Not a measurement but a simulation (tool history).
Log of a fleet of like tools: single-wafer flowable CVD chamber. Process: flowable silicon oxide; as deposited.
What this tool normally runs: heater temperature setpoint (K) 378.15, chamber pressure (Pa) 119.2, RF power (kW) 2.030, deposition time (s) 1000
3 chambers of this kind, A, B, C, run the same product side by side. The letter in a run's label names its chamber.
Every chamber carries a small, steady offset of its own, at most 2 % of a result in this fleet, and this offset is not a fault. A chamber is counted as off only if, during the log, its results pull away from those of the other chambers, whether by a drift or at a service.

run   hour  heater temperature setpoint (K)  chamber pressure (Pa)  RF power (kW)  deposition time (s)  hours since the last thermocouple change  hours since the last RF generator calibration  hours since the last manometer calibration  read-back reference wafer on the same gauge, thickness_nm  mean film thickness on the monitor wafer (angstrom)
 1C    6.6                           378.15                  119.2          2.030                 1000                                     726.5                                           68.6                                      1210.8                                                     614.52                                               6021.0
 2B   11.3                           378.15                  119.2          2.030                 1000                                    1014.1                                          110.1                                      2133.1                                                     613.95                                               5805.3
 3A   15.3                           378.15                  119.2          2.030                 1000                                     711.8                                          518.5                                      1322.5                                                     613.62                                               5889.1
 4B   19.5                           378.15                  119.2          2.030                 1000                                    1022.3                                          118.3                                      2141.3                                                     613.19                                               5826.4
 5A   23.7                           378.15                  119.2          2.030                 1000                                     720.2                                          526.9                                      1330.9                                                     613.05                                               5898.3
 6C   30.5                           372.15                  119.2          2.030                 1000                                     750.4                                           92.5                                      1234.7                                                     613.91                                               7384.3
 7B   35.3                           372.15                  119.2          2.030                 1000                                    1038.1                                          134.1                                      2157.1                                                     614.02                                               7155.6
 8A   38.7                           372.15                  119.2          2.030                 1000                                     735.2                                          541.9                                      1345.9                                                     613.87                                               7183.8
 9C   43.4                           378.15                  119.2          2.030                 1000                                     763.3                                          105.4                                      1247.6                                                     613.61                                               5991.4
10A   48.3                           378.15                  119.2          2.030                 1000                                     744.8                                          551.5                                      1355.5                                                     614.36                                               5878.4
11B   53.5                           378.15                  119.2          2.030                 1000                                    1056.3                                          152.3                                      2175.3                                                     614.10                                               5827.1
12C   57.3                           378.15                  119.2          2.030                 1000                                     777.2                                          119.3                                      1261.5                                                     613.53                                               6055.5
13C   64.2                           378.15                  119.2          2.030                 1000                                     784.1                                          126.2                                      1268.4                                                     614.18                                               6020.9
14A   67.8                           378.15                  119.2          2.030                 1000                                     764.3                                          571.0                                      1375.0                                                     613.73                                               5879.0
15B   72.3                           378.15                  119.2          2.030                 1000                                    1075.1                                          171.1                                      2194.1                                                     614.86                                               5833.7
16A   76.8                           378.15                  119.2          2.030                 1000                                     773.3                                          580.0                                      1384.0                                                     614.37                                               5890.9
17B   80.6                           378.15                  119.2          2.030                 1000                                    1083.4                                          179.4                                      2202.4                                                     613.74                                               5805.3
18C   85.5                           378.15                  119.2          2.030                 1000                                     805.4                                          147.5                                      1289.7                                                     614.21                                               5988.2
19B   90.5                           378.15                  119.2          2.030                 1000                                    1093.3                                          189.3                                      2212.3                                                     613.01                                               5806.0
20A   93.8                           364.15                  119.2          2.030                 1080                                     790.3                                          597.0                                      1401.0                                                     614.73                                              10159.0
      96.6  -- chamber C: capacitance manometer re-zeroed and calibrated
21C   98.5                           364.15                  119.2          2.030                 1080                                     818.4                                          160.5                                         1.9                                                     613.69                                               9683.7
22B  105.5                           364.15                  119.2          2.030                 1080                                    1108.3                                          204.3                                      2227.3                                                     613.81                                              10119.0
23A  110.6                           378.15                  119.2          2.030                 1000                                     807.1                                          613.8                                      1417.8                                                     614.31                                               5962.8
24C  117.8                           378.15                  119.2          2.030                 1000                                     837.7                                          179.8                                        21.2                                                     613.82                                               5626.0
25A  122.9                           378.15                  119.2          2.030                 1000                                     819.4                                          626.1                                      1430.1                                                     614.31                                               5872.8
26C  130.0                           378.15                  119.2          2.030                 1000                                     849.9                                          192.0                                        33.4                                                     614.17                                               5606.0
27B  133.9                           378.15                  119.2          2.030                 1000                                    1136.7                                          232.7                                      2255.7                                                     613.78                                               5829.5
28C  139.6                           378.15                  119.2          2.030                 1000                                     859.5                                          201.6                                        43.0                                                     614.29                                               5585.9
29A  144.1                           378.15                  119.2          2.030                 1000                                     840.6                                          647.3                                      1451.3                                                     614.47                                               5910.1
30B  150.0                           378.15                  119.2          2.030                 1000                                    1152.8                                          248.8                                      2271.8                                                     613.89                                               5891.7
31A  154.2                           378.15                  119.2          2.030                 1000                                     850.7                                          657.4                                      1461.4                                                     613.61                                               5953.4
32C  158.0                           378.15                  119.2          2.030                 1000                                     877.9                                          220.0                                        61.4                                                     614.11                                               5620.0
33B  164.7                           378.15                  119.2          2.030                 1000                                    1167.5                                          263.5                                      2286.5                                                     614.63                                               5850.8
34C  169.3                           378.15                  119.2          2.365                 1000                                     889.2                                          231.3                                        72.7                                                     613.58                                               5704.9
35A  175.6                           378.15                  119.2          2.365                 1000                                     872.1                                          678.8                                      1482.8                                                     613.85                                               6106.2
36B  179.0                           378.15                  119.2          2.365                 1000                                    1181.8                                          277.8                                      2300.8                                                     614.31                                               6001.5
37A  185.7                           378.15                  119.2          2.030                 1000                                     882.2                                          688.9                                      1492.9                                                     613.87                                               5929.4
38B  192.5                           378.15                  119.2          2.030                 1000                                    1195.3                                          291.3                                      2314.3                                                     613.91                                               5827.7
39C  196.0                           378.15                  119.2          2.030                 1000                                     915.9                                          258.0                                        99.4                                                     614.19                                               5583.7
40B  200.0                           378.15                  143.7          2.030                 1000                                    1202.8                                          298.8                                      2321.8                                                     613.81                                               7359.6
41C  205.3                           378.15                  143.7          2.030                 1000                                     925.2                                          267.3                                       108.7                                                     613.98                                               7030.0
42A  210.6                           378.15                  143.7          2.030                 1000                                     907.1                                          713.8                                      1517.8                                                     613.87                                               7379.6

For the next run the whole fleet of 3 chambers uses the same settings. Give each chamber's results:
43A  215.9                           378.15                  119.2          2.030                 1000                                                                                                                                                                                                                                                    ?
43B  215.9                           378.15                  119.2          2.030                 1000                                                                                                                                                                                                                                                    ?
43C  215.9                           378.15                  119.2          2.030                 1000                                                                                                                                                                                                                                                    ?

run  mean film thickness on the monitor wafer (angstrom)
43A                                               5915.5
43B                                               5866.6
43C                                               5629.9
